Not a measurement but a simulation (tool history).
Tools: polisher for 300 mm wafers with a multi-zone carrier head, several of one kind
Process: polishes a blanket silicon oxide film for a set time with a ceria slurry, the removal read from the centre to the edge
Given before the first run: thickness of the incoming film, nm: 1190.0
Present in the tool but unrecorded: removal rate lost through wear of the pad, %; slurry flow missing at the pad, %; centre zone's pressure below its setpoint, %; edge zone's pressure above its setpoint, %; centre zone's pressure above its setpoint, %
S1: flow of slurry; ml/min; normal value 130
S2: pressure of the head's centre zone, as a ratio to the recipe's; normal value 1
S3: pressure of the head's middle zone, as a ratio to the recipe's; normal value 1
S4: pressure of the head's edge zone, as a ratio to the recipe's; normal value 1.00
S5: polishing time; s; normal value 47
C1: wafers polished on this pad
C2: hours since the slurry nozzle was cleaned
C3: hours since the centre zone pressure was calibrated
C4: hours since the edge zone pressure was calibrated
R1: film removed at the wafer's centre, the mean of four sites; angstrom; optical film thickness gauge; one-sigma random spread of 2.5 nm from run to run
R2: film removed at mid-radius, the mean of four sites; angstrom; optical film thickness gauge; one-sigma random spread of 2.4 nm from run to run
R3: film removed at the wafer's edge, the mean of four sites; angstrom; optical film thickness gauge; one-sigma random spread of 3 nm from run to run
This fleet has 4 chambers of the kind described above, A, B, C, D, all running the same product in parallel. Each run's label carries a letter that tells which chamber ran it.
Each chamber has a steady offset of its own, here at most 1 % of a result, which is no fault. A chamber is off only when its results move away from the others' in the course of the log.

run	hour	S1	S2	S3	S4	S5	C1	C2	C3	C4	R1	R2	R3
1D	5.0	130	1	1	1.00	47	388	73.6	64.3	258.1	2572.2	2612.2	2567.9
2A	11.0	130	1	1	1.00	47	172	217.1	623.5	1014.7	2600.4	2575.3	2581.3
3B	17.7	130	1	1	1.00	47	524	31.9	1014.8	552.0	2593.9	2631.4	2585.3
# hour 20.8: chamber D: worn pad replaced by a new one
4C	24.9	130	1	1	1.00	47	1224	269.3	401.4	107.4	2660.0	2668.6	2642.0
# hour 29.2: chamber C: worn pad replaced by a new one
5B	32.8	130	1	1	1.00	47	710	47.0	1029.9	567.1	2604.6	2634.8	2627.7
# hour 36.9: chamber B: worn pad replaced by a new one
6D	38.7	130	1	1	1.00	47	221	107.3	98.0	291.8	2612.5	2616.6	2608.7
7A	46.1	130	1	1	1.00	47	606	252.2	658.6	1049.8	2633.4	2627.1	2652.0
8C	50.2	130	1	1	0.94	35	259	294.6	426.7	132.7	1973.2	1937.7	1875.2
9B	56.9	130	1	1	0.94	35	248	71.1	1054.0	591.2	1934.8	1942.1	1902.1
# hour 58.6: chamber A: worn pad replaced by a new one
10C	62.0	130	1	1	0.94	35	405	306.4	438.5	144.5	1983.5	1919.3	1887.3
# hour 66.1: chamber B: edge zone pressure recalibrated
11A	67.5	130	1	1	0.94	35	109	273.6	680.0	1071.2	1928.7	1949.2	1876.0
12D	71.5	130	1	1	1.00	47	626	140.1	130.8	324.6	2622.5	2588.1	2632.6
13A	79.2	130	1	1	1.00	47	254	285.3	691.7	1082.9	2628.4	2612.9	2638.3
# hour 79.7: chamber D: worn pad replaced by a new one
# hour 83.6: chamber B: centre zone pressure recalibrated
# hour 83.7: chamber A: centre zone pressure recalibrated
14B	84.0	130	1	1	1.00	47	582	98.2	0.5	17.9	2609.2	2604.8	2650.6
15D	88.6	130	1	1	1.00	47	109	157.2	147.9	341.7	2635.3	2601.9	2648.8
16C	93.9	130	1	1	1.00	47	799	338.3	470.4	176.4	2678.8	2620.1	2633.1
# hour 97.4: chamber B: worn pad replaced by a new one
# hour 97.5: chamber C: slurry nozzle cleaned
17A	98.4	130	1	1	1.00	47	491	304.5	14.8	1102.1	2373.4	2653.6	2606.7
18B	102.3	130	1	1	1.00	47	61	116.5	18.8	36.2	2613.9	2619.7	2575.2
19D	106.7	150	1	1	1.00	47	333	175.3	166.0	359.8	2715.6	2703.2	2669.2
# hour 112.2: chamber A: slurry nozzle cleaned
20C	114.3	150	1	1	1.00	47	1051	16.9	490.8	196.8	2728.7	2683.9	2701.2
21B	122.3	150	1	1	1.00	47	308	136.5	38.8	56.2	2694.3	2690.0	2702.4
22C	127.0	150	1	1	1.00	47	1207	29.6	503.5	209.5	2762.3	2663.5	2662.8
# hour 131.1: chamber D: worn pad replaced by a new one
23A	131.9	130	1	1	1.00	47	905	19.7	48.3	1135.6	2382.7	2632.7	2661.8
# hour 133.7: chamber A: worn pad replaced by a new one
24D	136.4	130	1	1	1.00	37	65	205.0	195.7	389.5	2060.9	2037.3	2048.7
25B	144.2	130	1	1	1.00	37	578	158.4	60.7	78.1	2059.6	2042.6	2101.2
# hour 147.9: chamber C: worn pad replaced by a new one
# hour 148.2: chamber B: worn pad replaced by a new one
26C	151.5	130	1	1	1.00	37	45	54.1	528.0	234.0	2095.0	2069.9	2043.1
27D	154.9	130	1	1	1.00	37	294	223.5	214.2	408.0	2063.7	2047.9	2015.9
28A	162.0	130	1	1	1.00	47	349	49.8	78.4	1165.7	2373.6	2616.1	2636.0
29B	166.6	130	1	1	1.00	47	227	180.8	83.1	100.5	2556.3	2615.1	2667.2
30C	171.7	130	1	1	1.00	47	294	74.3	548.2	254.2	2611.0	2584.2	2678.1

Has any chamber moved away from the others, gradually or after a service, or does the common gauge drift, or do the chambers differ only by their own small steady offsets? State the chamber and the most likely cause if one applies.

After it was serviced, chamber A no longer matches the other chambers.
Most likely cause: centre zone's pressure below its setpoint, % = 8.25.

Here are 4 candidates for chamber A's next run, each the usual settings with a change, their results left as question marks. Which one brings its results back in line with what the others give on the usual settings?
Maximum distance from the other chambers' mean on the usual settings for a result to count as in line: R1 88.0 angstrom; R2 84.0 angstrom; R3 100.0 angstrom
31A-1	177.4	135	1.08	0.98	0.97	47					?	?	?
31A-2	177.4	145	1.17	0.96	0.95	47					?	?	?
31A-3	177.4	120	0.85	1.04	1.05	47					?	?	?
31A-4	177.4	125	0.93	1.02	1.02	47					?	?	?

The mean the other chambers reach with the usual settings: R1 2627.6 angstrom; R2 2608.9 angstrom; R3 2623.4 angstrom
run	R1	R2	R3
31A-1	2614.5	2583.5	2621.9
31A-2	2898.4	2570.8	2620.8
31A-3	1950.3	2661.6	2684.1
31A-4	2178.0	2637.9	2660.3
31A-1 puts the chamber back in line with the other chambers.
